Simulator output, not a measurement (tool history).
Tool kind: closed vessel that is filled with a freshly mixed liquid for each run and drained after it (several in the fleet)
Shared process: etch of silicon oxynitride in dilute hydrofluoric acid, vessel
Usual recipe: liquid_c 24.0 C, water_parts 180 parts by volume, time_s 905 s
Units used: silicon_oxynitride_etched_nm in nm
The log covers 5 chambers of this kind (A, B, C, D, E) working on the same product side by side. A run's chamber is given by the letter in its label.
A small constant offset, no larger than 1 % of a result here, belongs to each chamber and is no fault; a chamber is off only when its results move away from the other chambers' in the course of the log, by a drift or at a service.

| run | hour | liquid_c | water_parts | time_s | hours since the thermometer was replaced | hours since the hydrofluoric acid flow meter was replaced | read-back film thickness of the silicon oxynitride reference wafer, read on the same gauge (nm) | silicon_oxynitride_etched_nm |
|---|---|---|---|---|---|---|---|---|
| 1A | 5.5 | 24.0 | 180 | 905 | 698.6 | 1872.9 | 70.026 | 12.2000 |
| 2D | 11.3 | 24.0 | 180 | 905 | 92.8 | 1986.7 | 69.963 | 12.0110 |
| 3E | 17.6 | 24.0 | 180 | 905 | 759.2 | 651.5 | 70.005 | 11.9320 |
| 4C | 21.4 | 24.0 | 180 | 905 | 2239.0 | 1510.1 | 69.978 | 11.9860 |
| 5B | 26.8 | 24.0 | 180 | 905 | 150.7 | 1751.5 | 69.991 | 12.0890 |
| 6B | 32.6 | 24.0 | 180 | 905 | 156.5 | 1757.3 | 70.027 | 11.9300 |
| 7E | 39.2 | 24.0 | 180 | 905 | 780.8 | 673.1 | 69.998 | 12.0710 |
| 8A | 45.5 | 24.0 | 180 | 905 | 738.6 | 1912.9 | 69.973 | 12.3050 |
| 9D | 51.0 | 24.0 | 180 | 905 | 132.5 | 2026.4 | 70.010 | 12.0500 |
| 10C | 55.3 | 24.0 | 180 | 905 | 2272.9 | 1544.0 | 69.992 | 11.9540 |
| 11A | 61.1 | 24.0 | 180 | 905 | 754.2 | 1928.5 | 69.976 | 12.1830 |
|  | 65.6 | chamber A: hydrofluoric acid flow meter replaced |
| 12B | 65.6 | 24.0 | 180 | 905 | 189.5 | 1790.3 | 69.969 | 12.1320 |
| 13C | 70.6 | 24.0 | 180 | 905 | 2288.2 | 1559.3 | 70.046 | 12.0010 |
| 14E | 74.3 | 24.0 | 180 | 905 | 815.9 | 708.2 | 70.017 | 12.2890 |
| 15D | 79.0 | 22.5 | 250 | 905 | 160.5 | 2054.4 | 70.029 | 7.7163 |
| 16A | 85.4 | 22.5 | 250 | 905 | 778.5 | 19.9 | 70.005 | 7.8469 |
| 17D | 90.9 | 22.5 | 250 | 905 | 172.4 | 2066.3 | 70.047 | 7.7731 |
| 18E | 96.0 | 22.5 | 250 | 905 | 837.6 | 729.9 | 69.992 | 7.9559 |
| 19B | 101.6 | 22.5 | 250 | 905 | 225.5 | 1826.3 | 69.950 | 7.6408 |
| 20C | 105.9 | 24.0 | 180 | 905 | 2323.5 | 1594.6 | 70.014 | 11.9160 |
| 21B | 109.9 | 24.0 | 180 | 905 | 233.8 | 1834.6 | 69.992 | 12.1820 |
| 22D | 113.6 | 27.5 | 145 | 905 | 195.1 | 2089.0 | 70.036 | 18.0420 |
| 23E | 118.0 | 27.5 | 145 | 905 | 859.6 | 751.9 | 69.989 | 18.7690 |
| 24C | 122.6 | 27.5 | 145 | 905 | 2340.2 | 1611.3 | 70.014 | 17.8840 |
| 25A | 127.5 | 27.5 | 145 | 905 | 820.6 | 62.0 | 70.000 | 18.3270 |
| 26E | 134.0 | 27.5 | 145 | 905 | 875.6 | 767.9 | 70.055 | 18.6660 |
| 27C | 137.7 | 24.0 | 120 | 735 | 2355.3 | 1626.4 | 70.040 | 15.5670 |
| 28D | 141.5 | 24.0 | 120 | 735 | 223.0 | 2116.9 | 69.998 | 15.5140 |
| 29A | 145.6 | 24.0 | 120 | 735 | 838.7 | 80.1 | 70.039 | 15.4770 |
| 30B | 148.6 | 24.0 | 120 | 735 | 272.5 | 1873.3 | 69.956 | 15.5340 |

The same settings go to every chamber for the next run, one line per chamber below. Forecast the results for each:
| 31A | 153.4 | 24.0 | 265 | 905 |  |  |  | ? |
| 31B | 153.4 | 24.0 | 265 | 905 |  |  |  | ? |
| 31C | 153.4 | 24.0 | 265 | 905 |  |  |  | ? |
| 31D | 153.4 | 24.0 | 265 | 905 |  |  |  | ? |
| 31E | 153.4 | 24.0 | 265 | 905 |  |  |  | ? |

| run | silicon_oxynitride_etched_nm |
|---|---|
| 31A | 7.7385 |
| 31B | 7.6330 |
| 31C | 7.8420 |
| 31D | 7.7411 |
| 31E | 8.1421 |

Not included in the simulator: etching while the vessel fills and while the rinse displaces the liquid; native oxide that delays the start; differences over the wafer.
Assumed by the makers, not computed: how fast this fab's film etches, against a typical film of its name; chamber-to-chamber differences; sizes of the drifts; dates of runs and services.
